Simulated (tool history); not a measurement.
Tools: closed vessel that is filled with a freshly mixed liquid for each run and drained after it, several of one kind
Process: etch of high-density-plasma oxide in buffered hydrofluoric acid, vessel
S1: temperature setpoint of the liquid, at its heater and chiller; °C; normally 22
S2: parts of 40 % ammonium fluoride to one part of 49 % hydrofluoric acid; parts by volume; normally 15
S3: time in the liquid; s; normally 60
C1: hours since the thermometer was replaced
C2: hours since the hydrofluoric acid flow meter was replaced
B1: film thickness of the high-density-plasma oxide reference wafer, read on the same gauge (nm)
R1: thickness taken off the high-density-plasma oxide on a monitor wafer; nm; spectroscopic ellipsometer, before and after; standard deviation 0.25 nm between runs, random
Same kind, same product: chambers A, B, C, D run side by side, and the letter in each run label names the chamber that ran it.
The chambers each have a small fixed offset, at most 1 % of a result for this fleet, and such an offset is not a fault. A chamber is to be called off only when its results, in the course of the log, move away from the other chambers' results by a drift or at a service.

run	hour	S1	S2	S3	C1	C2	B1	R1
1B	11.6	22	15	60	83.1	129.4	99.983	45.345
2D	24.9	22	15	60	1115.1	825.2	99.978	45.169
3A	34.2	22	15	60	708.6	246.9	100.020	45.964
4C	46.2	22	15	60	849.4	2022.4	100.060	45.408
5D	59.7	22	15	60	1149.9	860.0	100.070	45.390
6C	70.6	22	15	60	873.8	2046.8	99.974	45.289
7B	81.5	22	15	60	153.0	199.3	100.040	45.624
# hour 82.5: chamber D: thermometer replaced
8A	91.4	22	15	60	765.8	304.1	99.946	45.358
9B	103.2	22	15	60	174.7	221.0	100.030	45.764
10D	110.5	22	15	60	28.0	910.8	99.997	45.812
11C	119.6	22	15	60	922.8	2095.8	99.968	45.957
12A	129.3	22	15	95	803.7	342.0	100.050	71.088
13D	141.0	22	15	95	58.5	941.3	100.010	71.585
14A	154.6	22	15	95	829.0	367.3	100.030	71.159
15C	163.5	22	15	95	966.7	2139.7	99.971	72.248
16B	170.9	22	15	60	242.4	288.7	99.958	45.801
17C	185.4	22	19	30	988.6	2161.6	100.010	17.927
18D	196.0	22	19	30	113.5	996.3	99.926	17.867
19B	204.7	22	19	30	276.2	322.5	99.980	18.021
20A	215.5	22	19	30	889.9	428.2	99.974	17.429
21D	224.6	22	15	60	142.1	1024.9	99.994	45.318
22B	233.6	22	15	60	305.1	351.4	100.030	45.505
23C	245.4	22	15	60	1048.6	2221.6	99.999	45.317
24A	256.8	22	15	60	931.2	469.5	99.975	43.162
25B	269.9	22	15	60	341.4	387.7	100.000	45.407
26C	284.1	22	15	60	1087.3	2260.3	100.010	45.699
27A	296.7	22	15	60	971.1	509.4	99.951	42.727
28D	304.5	22	15	60	222.0	1104.8	100.010	45.068

All 4 chambers run these settings next. Forecast each chamber's results:
29A	314.9	22	15	60				?
29B	314.9	22	15	60				?
29C	314.9	22	15	60				?
29D	314.9	22	15	60				?

run	R1
29A	42.385
29B	45.003
29C	45.616
29D	45.843
